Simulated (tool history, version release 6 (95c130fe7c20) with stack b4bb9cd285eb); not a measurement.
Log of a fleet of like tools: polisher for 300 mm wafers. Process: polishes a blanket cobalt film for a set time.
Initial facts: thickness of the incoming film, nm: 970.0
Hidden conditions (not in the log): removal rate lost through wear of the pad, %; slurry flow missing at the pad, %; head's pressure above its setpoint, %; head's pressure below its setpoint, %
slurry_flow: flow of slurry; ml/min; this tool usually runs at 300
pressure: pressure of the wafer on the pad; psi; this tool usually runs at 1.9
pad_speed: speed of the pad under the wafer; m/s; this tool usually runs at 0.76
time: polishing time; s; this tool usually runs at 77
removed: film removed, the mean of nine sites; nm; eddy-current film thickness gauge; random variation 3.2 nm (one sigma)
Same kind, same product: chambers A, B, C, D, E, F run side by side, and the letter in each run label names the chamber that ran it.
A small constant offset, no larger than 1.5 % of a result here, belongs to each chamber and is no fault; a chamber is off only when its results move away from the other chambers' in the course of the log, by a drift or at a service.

run,hour,slurry_flow,pressure,pad_speed,time,wafers polished on this pad,hours since the slurry nozzle was cleaned,hours since the head pressure was calibrated,removed
1C,8.9,300,1.9,0.76,77,254,345.3,673.5,303.09
# hour 10.4: chamber D: worn pad replaced by a new one
2E,15.8,300,1.9,0.76,77,332,86.1,727.2,305.75
# hour 26.2: chamber B: slurry nozzle cleaned
3A,27.5,300,1.9,0.76,77,662,273.5,391.4,303.82
# hour 33.6: chamber D: head pressure recalibrated
4D,34.7,300,1.9,0.76,77,236,418,1.1,302.39
5F,40.6,300,1.9,0.76,77,997,191.6,658.8,302.67
# hour 47.2: chamber F: slurry nozzle cleaned
6B,49.4,300,1.9,0.76,77,491,23.3,330.8,299.76
7A,55.6,300,1.9,0.76,77,935,301.6,419.5,301.6
# hour 57.7: chamber C: head pressure recalibrated
8C,63.1,300,1.6,0.76,77,780,399.5,5.4,256.39
9E,71.4,300,1.6,0.76,77,872,141.7,782.8,255.86
# hour 77.2: chamber F: worn pad replaced by a new one
10B,77.7,300,1.6,0.76,77,765,51.6,359.1,254.09
# hour 80.4: chamber A: worn pad replaced by a new one
11F,83.9,300,1.6,0.76,77,65,36.7,702.1,252.59
# hour 89.3: chamber B: worn pad replaced by a new one
12D,91,300,1.6,0.76,77,783,474.3,57.4,251.57
13F,101.3,300,1.6,0.76,77,234,54.1,719.5,253.36
14E,107.1,300,1.4,1,77,1219,177.4,818.5,294.59
# hour 112.4: chamber C: worn pad replaced by a new one
15D,116.1,300,1.4,1,77,1027,499.4,82.5,288.41
# hour 121.3: chamber D: worn pad replaced by a new one
16B,124,300,1.4,1,77,337,97.9,405.4,287.37
# hour 133.3: chamber D: slurry nozzle cleaned
# hour 134.3: chamber E: worn pad replaced by a new one
17A,134.7,300,1.4,1,77,527,380.7,498.6,294.26
18C,140.9,300,1.4,1,77,277,477.3,83.2,296.09
19F,149,300,1.4,1,77,697,101.8,767.2,292.09
20E,159.2,300,1.9,0.76,77,242,229.5,870.6,304.07
21D,165.3,300,1.9,0.76,77,428,32,131.7,301.13
# hour 175.1: chamber B: worn pad replaced by a new one
22B,175.8,300,1.9,0.76,77,7,149.7,457.2,305.07
23A,181.3,300,1.9,0.76,77,980,427.3,545.2,298.04
# hour 184.4: chamber A: worn pad replaced by a new one
24C,189,300,1.9,0.76,77,744,525.4,131.3,299.16
25D,196.7,300,1.9,0.76,77,733,63.4,163.1,299.72
26B,202.7,300,1.9,0.76,77,268,176.6,484.1,300.1
# hour 204: chamber C: slurry nozzle cleaned
27F,209.8,300,1.5,0.76,77,1288,162.6,828,237.93
# hour 210.8: chamber F: worn pad replaced by a new one
28A,221.1,300,1.5,0.76,77,356,467.1,585,240.11
29C,228.9,300,1.5,0.76,77,1132,24.9,171.2,237.16
30E,239.4,300,1.5,0.76,77,1020,309.7,950.8,237.64
# hour 240.5: chamber C: worn pad replaced by a new one
# hour 245.4: chamber D: worn pad replaced by a new one
# hour 246.7: chamber F: slurry nozzle cleaned
31E,250.1,300,1.5,0.76,77,1124,320.4,961.5,240.63
32C,261.6,300,1.5,0.76,77,205,57.6,203.9,233.96
# hour 267.6: chamber B: worn pad replaced by a new one
33F,272.1,300,1.9,0.76,77,595,25.4,890.3,305.37
# hour 275.6: chamber B: slurry nozzle cleaned
# hour 276.6: chamber E: worn pad replaced by a new one
34B,284.2,370,1.4,0.76,77,162,8.6,565.6,226.61
# hour 287.2: chamber A: worn pad replaced by a new one
35A,290.3,370,1.4,0.76,77,30,536.3,654.2,229.44
36D,298,370,1.4,0.76,77,511,164.7,264.4,224.46
# hour 298.6: chamber F: head pressure recalibrated
37B,310.2,370,1.4,0.76,77,414,34.6,591.6,229.56
# hour 312.2: chamber E: slurry nozzle cleaned
38A,322,370,1.4,0.76,77,338,568,685.9,226.9
39F,333.4,370,1.4,0.76,77,1191,86.7,34.8,221.6
40E,340.5,300,1.9,0.76,77,620,28.3,1051.9,306.17

All 6 chambers run these settings next. Forecast each chamber's results:
41A,349.7,300,1.9,0.64,77,,,,?
41B,349.7,300,1.9,0.64,77,,,,?
41C,349.7,300,1.9,0.64,77,,,,?
41D,349.7,300,1.9,0.64,77,,,,?
41E,349.7,300,1.9,0.64,77,,,,?
41F,349.7,300,1.9,0.64,77,,,,?

run,removed
41A,251.55
41B,253.54
41C,255.73
41D,253.47
41E,254.7
41F,251.66

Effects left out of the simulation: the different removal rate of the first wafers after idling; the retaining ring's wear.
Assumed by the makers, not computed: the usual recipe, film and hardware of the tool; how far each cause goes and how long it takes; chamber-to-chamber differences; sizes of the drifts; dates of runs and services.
